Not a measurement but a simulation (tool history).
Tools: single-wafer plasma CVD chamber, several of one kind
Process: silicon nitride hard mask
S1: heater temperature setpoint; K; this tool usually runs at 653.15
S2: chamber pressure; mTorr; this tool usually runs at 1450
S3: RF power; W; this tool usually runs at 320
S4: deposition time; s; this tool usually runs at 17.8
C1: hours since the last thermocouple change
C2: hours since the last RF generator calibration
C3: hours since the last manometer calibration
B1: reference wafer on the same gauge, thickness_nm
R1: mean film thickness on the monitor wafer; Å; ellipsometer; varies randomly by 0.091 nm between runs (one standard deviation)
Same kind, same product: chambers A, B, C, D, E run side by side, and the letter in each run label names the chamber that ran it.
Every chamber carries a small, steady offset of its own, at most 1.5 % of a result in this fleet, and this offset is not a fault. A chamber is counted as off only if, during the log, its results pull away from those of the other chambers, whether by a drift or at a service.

run,hour,S1,S2,S3,S4,C1,C2,C3,B1,R1
1A,10.3,653.15,1450,320,17.8,356.7,1749.4,884.6,21.392,210.09
2E,16.7,653.15,1450,320,17.8,149.0,943.8,1730.0,21.408,210.03
3C,25.1,653.15,1450,320,17.8,2397.7,906.7,1332.0,21.376,207.06
4D,33.6,653.15,1450,320,17.8,1673.6,201.5,117.0,21.397,208.06
5B,44.4,658.15,1450,320,17.8,173.0,527.0,761.4,21.424,208.16
6C,52.4,658.15,1450,320,17.8,2425.0,934.0,1359.3,21.386,207.48
7E,57.8,658.15,1450,320,17.8,190.1,984.9,1771.1,21.395,207.25
8A,67.6,658.15,1450,320,17.8,414.0,1806.7,941.9,21.394,209.53
9B,76.6,658.15,1450,320,17.8,205.2,559.2,793.6,21.373,211.07
10D,86.5,653.15,1450,320,17.8,1726.5,254.4,169.9,21.369,208.80
11E,91.7,653.15,1450,320,17.8,224.0,1018.8,1805.0,21.391,210.16
12C,97.8,653.15,1310,365,17.8,2470.4,979.4,1404.7,21.397,216.87
13B,106.7,653.15,1310,365,17.8,235.3,589.3,823.7,21.397,219.73
14A,115.9,653.15,1310,365,17.8,462.3,1855.0,990.2,21.401,220.23
15D,122.0,653.15,1310,365,17.8,1762.0,289.9,205.4,21.415,217.24
16E,130.1,653.15,1310,365,17.8,262.4,1057.2,1843.4,21.403,221.51
# hour 136.9: chamber A: RF generator calibrated
17C,138.0,653.15,1450,320,17.8,2510.6,1019.6,1444.9,21.412,205.10
18D,148.0,653.15,1450,320,19.4,1788.0,315.9,231.4,21.400,228.93
19B,153.9,653.15,1450,320,19.4,282.5,636.5,870.9,21.414,228.39
20A,164.2,653.15,1450,320,19.4,510.6,27.4,1038.5,21.386,228.58
21C,171.4,653.15,1450,320,19.4,2544.0,1053.0,1478.3,21.422,222.82
22E,182.6,653.15,1450,320,19.4,314.9,1109.7,1895.9,21.372,227.25
# hour 185.5: chamber E: RF generator calibrated
# hour 191.7: chamber C: thermocouple changed; heater temperature recalibrated
23A,191.8,653.15,1450,320,17.8,538.2,55.0,1066.1,21.378,210.29
24B,203.3,653.15,1450,320,17.8,331.9,685.9,920.3,21.418,207.38
25D,214.6,653.15,1450,320,17.8,1854.6,382.5,298.0,21.431,208.45
26C,224.2,653.15,1450,320,17.8,32.5,1105.8,1531.1,21.393,203.27
27D,235.8,653.15,1450,320,17.8,1875.8,403.7,319.2,21.415,208.56
28E,241.3,653.15,1450,320,17.8,373.6,55.9,1954.6,21.398,210.58
29B,251.9,653.15,1450,320,17.8,380.5,734.5,968.9,21.389,210.40
30A,257.7,653.15,1450,320,17.8,604.1,120.9,1132.0,21.431,210.19
31D,266.6,653.15,1450,320,17.8,1906.6,434.5,350.0,21.403,208.29

Each of the 5 chambers runs these same settings next. Fill in every chamber's results:
32A,275.1,647.15,1450,320,17.8,,,,,?
32B,275.1,647.15,1450,320,17.8,,,,,?
32C,275.1,647.15,1450,320,17.8,,,,,?
32D,275.1,647.15,1450,320,17.8,,,,,?
32E,275.1,647.15,1450,320,17.8,,,,,?

run,R1
32A,209.36
32B,209.71
32C,202.37
32D,207.89
32E,209.19
